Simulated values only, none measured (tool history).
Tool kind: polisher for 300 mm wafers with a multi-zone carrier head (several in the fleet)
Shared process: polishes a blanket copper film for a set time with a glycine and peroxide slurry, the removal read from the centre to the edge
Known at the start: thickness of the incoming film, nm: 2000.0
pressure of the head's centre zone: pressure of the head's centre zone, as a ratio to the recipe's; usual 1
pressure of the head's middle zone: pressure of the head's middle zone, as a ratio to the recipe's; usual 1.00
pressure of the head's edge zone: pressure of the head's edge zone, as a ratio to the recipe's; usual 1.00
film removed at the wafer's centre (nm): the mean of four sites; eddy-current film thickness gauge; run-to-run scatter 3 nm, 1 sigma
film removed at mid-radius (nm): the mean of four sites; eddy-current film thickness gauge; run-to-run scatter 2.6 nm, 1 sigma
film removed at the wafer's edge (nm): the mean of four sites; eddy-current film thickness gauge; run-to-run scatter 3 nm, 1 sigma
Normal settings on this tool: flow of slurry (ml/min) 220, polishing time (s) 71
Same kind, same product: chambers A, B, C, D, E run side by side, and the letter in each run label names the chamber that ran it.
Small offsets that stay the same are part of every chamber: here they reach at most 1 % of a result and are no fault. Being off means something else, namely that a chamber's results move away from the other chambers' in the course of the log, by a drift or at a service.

run   hour  flow of slurry (ml/min)  pressure of the head's centre zone  pressure of the head's middle zone  pressure of the head's edge zone  polishing time (s)  wafers polished on this pad  hours since the slurry nozzle was cleaned  hours since the centre zone pressure was calibrated  hours since the edge zone pressure was calibrated  film removed at the wafer's centre (nm)  film removed at mid-radius (nm)  film removed at the wafer's edge (nm)
 1B    5.9                      220                                   1                                1.00                              1.00                  71                          808                                      631.2                                                285.7                                              522.5                                   290.57                           288.59                                 292.15
 2A   12.0                      220                                   1                                1.00                              1.00                  71                          366                                      183.7                                                228.9                                              136.3                                   287.92                           288.55                                 286.25
 3E   18.9                      220                                   1                                1.00                              1.00                  71                          902                                      200.7                                                290.7                                              370.3                                   291.43                           293.43                                 289.49
      21.6  -- chamber B: worn pad replaced by a new one
 4C   24.1                      220                                   1                                1.00                              1.00                  71                          873                                      508.1                                               1064.4                                              665.7                                   289.82                           287.59                                 285.53
 5D   33.3                      220                                   1                                1.00                              1.00                  71                          347                                      120.3                                                357.1                                              281.1                                   285.74                           290.03                                 294.31
 6E   41.9                      220                                   1                                1.00                              1.00                  71                         1118                                      223.7                                                313.7                                              393.3                                   284.39                           287.34                                 290.89
 7A   51.4                      245                                   1                                1.00                              1.00                  71                          735                                      223.1                                                268.3                                              175.7                                   301.38                           295.33                                 293.99
 8B   56.9                      245                                   1                                1.00                              1.00                  71                          331                                      682.2                                                336.7                                              573.5                                   298.01                           292.00                                 294.87
      62.2  -- chamber A: worn pad replaced by a new one
      68.2  -- chamber E: worn pad replaced by a new one
 9D   68.3                      245                                   1                                1.00                              1.00                  71                          675                                      155.3                                                392.1                                              316.1                                   300.18                           292.82                                 288.29
10C   76.9                      245                                   1                                1.00                              1.00                  71                         1368                                      560.9                                               1117.2                                              718.5                                   295.21                           298.34                                 292.16
      83.5  -- chamber A: slurry nozzle cleaned
11D   85.1                      245                                   1                                1.00                              1.00                  71                          833                                      172.1                                                408.9                                              332.9                                   293.15                           299.57                                 300.38
12A   94.2                      220                                   1                                1.00                              1.00                  71                          300                                       10.8                                                311.1                                              218.5                                   288.41                           287.25                                 296.44
13E  103.7                      175                                   1                                1.00                              1.00                  71                          333                                      285.5                                                375.5                                              455.1                                   282.40                           285.12                                 286.68
14C  114.3                      175                                   1                                1.00                              1.00                  71                         1719                                      598.3                                               1154.6                                              755.9                                   275.85                           273.75                                 281.01
15B  120.8                      175                                   1                                1.00                              1.00                  71                          930                                      746.1                                                400.6                                              637.4                                   278.40                           280.80                                 278.19
     124.0  -- chamber E: slurry nozzle cleaned
16A  128.7                      175                                   1                                1.00                              1.00                  71                          623                                       45.3                                                345.6                                              253.0                                   279.70                           281.04                                 281.58
     132.9  -- chamber B: worn pad replaced by a new one
17D  140.2                      175                                   1                                1.00                              1.00                  71                         1349                                      227.2                                                464.0                                              388.0                                   277.90                           278.95                                 285.72
     143.2  -- chamber A: worn pad replaced by a new one
     144.8  -- chamber E: centre zone pressure recalibrated
18B  149.9                      220                                   1                                1.00                              1.00                  71                          159                                      775.2                                                429.7                                              666.5                                   291.75                           295.22                                 292.72
19C  160.4                      220                                   1                                1.00                              1.00                  71                         2151                                      644.4                                               1200.7                                              802.0                                   277.80                           280.14                                 279.58
     161.4  -- chamber D: worn pad replaced by a new one
20E  170.0                      220                                   1                                1.00                              1.00                  71                          954                                       46.0                                                 25.3                                              521.4                                   296.52                           289.38                                 289.18
21A  177.0                      220                                   1                                1.00                              1.00                  71                          316                                       93.6                                                393.9                                              301.3                                   294.70                           292.07                                 290.89
22C  185.5                      220                                   1                                1.00                              1.00                  71                         2386                                      669.5                                               1225.8                                              827.1                                   284.00                           278.40                                 276.85
23B  191.3                      220                                   1                                1.00                              1.00                  71                          547                                      816.6                                                471.1                                              707.9                                   292.26                           293.05                                 290.13
     195.2  -- chamber B: slurry nozzle cleaned
     201.5  -- chamber E: worn pad replaced by a new one
24D  202.8                      220                                   1                                1.00                              1.00                  71                          388                                      289.8                                                526.6                                              450.6                                   291.62                           291.68                                 287.40
     205.6  -- chamber B: edge zone pressure recalibrated
25E  211.7                      220                                   1                                1.00                              1.00                  71                           95                                       87.7                                                 67.0                                              563.1                                   293.88                           293.58                                 292.66
26B  217.1                      220                                   1                                1.00                              1.00                  71                          789                                       22.0                                                496.9                                               11.6                                   295.83                           290.76                                 290.55
     220.7  -- chamber A: worn pad replaced by a new one
27D  224.7                      220                                   1                                1.05                              0.93                  71                          593                                      311.7                                                548.5                                              472.5                                   290.18                           300.08                                 282.05
28C  231.4                      220                                   1                                1.05                              0.93                  71                         2816                                      715.4                                               1271.7                                              873.0                                   271.87                           284.61                                 263.38
     234.1  -- chamber B: worn pad replaced by a new one
29A  239.1                      220                                   1                                1.05                              0.93                  71                          172                                      155.7                                                456.0                                              363.4                                   294.67                           305.02                                 282.73
30E  246.8                      220                                   1                                1.05                              0.93                  71                          424                                      122.8                                                102.1                                              598.2                                   285.11                           304.13                                 282.68
31B  257.9                      220                                   1                                1.05                              0.93                  71                          223                                       62.8                                                537.7                                               52.4                                   290.17                           307.03                                 284.38
32E  266.2                      220                                   1                                1.00                              1.00                  71                          606                                      142.2                                                121.5                                              617.6                                   290.21                           289.29                                 290.54
33D  273.8                      220                                   1                                1.00                              1.00                  71                         1053                                      360.8                                                597.6                                              521.6                                   290.57                           292.81                                 285.32
     278.2  -- chamber A: edge zone pressure recalibrated
34C  282.6                      220                                   1                                1.00                              1.00                  71                         3296                                      766.6                                               1322.9                                              924.2                                   266.66                           268.11                                 264.75
     284.7  -- chamber E: edge zone pressure recalibrated
35A  291.2                      220                                   1                                1.00                              1.00                  71                          660                                      207.8                                                508.1                                               13.0                                   292.12                           290.60                                 294.30
36E  303.0                      220                                   1                                1.00                              1.00                  71                          951                                      179.0                                                158.3                                               18.4                                   292.10                           291.35                                 290.77
     303.2  -- chamber A: worn pad replaced by a new one
37A  310.6                      220                                   1                                1.00                              0.92                  71                           70                                      227.2                                                527.5                                               32.4                                   293.71                           290.28                                 275.21

Does one chamber stand apart from the rest, does the shared gauge drift, or is all well apart from small per-chamber offsets? Give the chamber and the most likely cause, where there is one.

It is chamber C that slowly wanders off from its peers.
What lies behind it: removal rate lost through wear of the pad, % = 9.33.
The log might look much the same if the cause were instead: slurry flow missing at the pad, %.

Here are 4 candidates for chamber C's next run, each the usual settings with a change, their results left as question marks. Which one brings its results back in line with what the others give on the usual settings?
Maximum distance from the other chambers' mean on the usual settings for a result to count as in line: film removed at the wafer's centre (nm) 10.00; film removed at mid-radius (nm) 9.10; film removed at the wafer's edge (nm) 11.00
38C-1  319.1                      225                                1.01                                1.01                              1.00                  78                                                                                                                                                                                                                        ?                                ?                                      ?
38C-2  319.1                      220                                1.00                                1.00                              1.00                  69                                                                                                                                                                                                                        ?                                ?                                      ?
38C-3  319.1                      215                                0.99                                0.99                              1.00                  64                                                                                                                                                                                                                        ?                                ?                                      ?
38C-4  319.1                      220                                1.00                                1.00                              1.00                  73                                                                                                                                                                                                                        ?                                ?                                      ?

Average result of the remaining chambers running the usual settings: film removed at the wafer's centre (nm) 290.58; film removed at mid-radius (nm) 290.96; film removed at the wafer's edge (nm) 290.77
  run  film removed at the wafer's centre (nm)  film removed at mid-radius (nm)  film removed at the wafer's edge (nm)
38C-1                                   294.09                           289.48                                 288.79
38C-2                                   256.48                           252.95                                 254.92
38C-3                                   234.47                           231.71                                 235.92
38C-4                                   271.35                           267.62                                 269.70
It is 38C-1 that realigns the chamber with its peers.
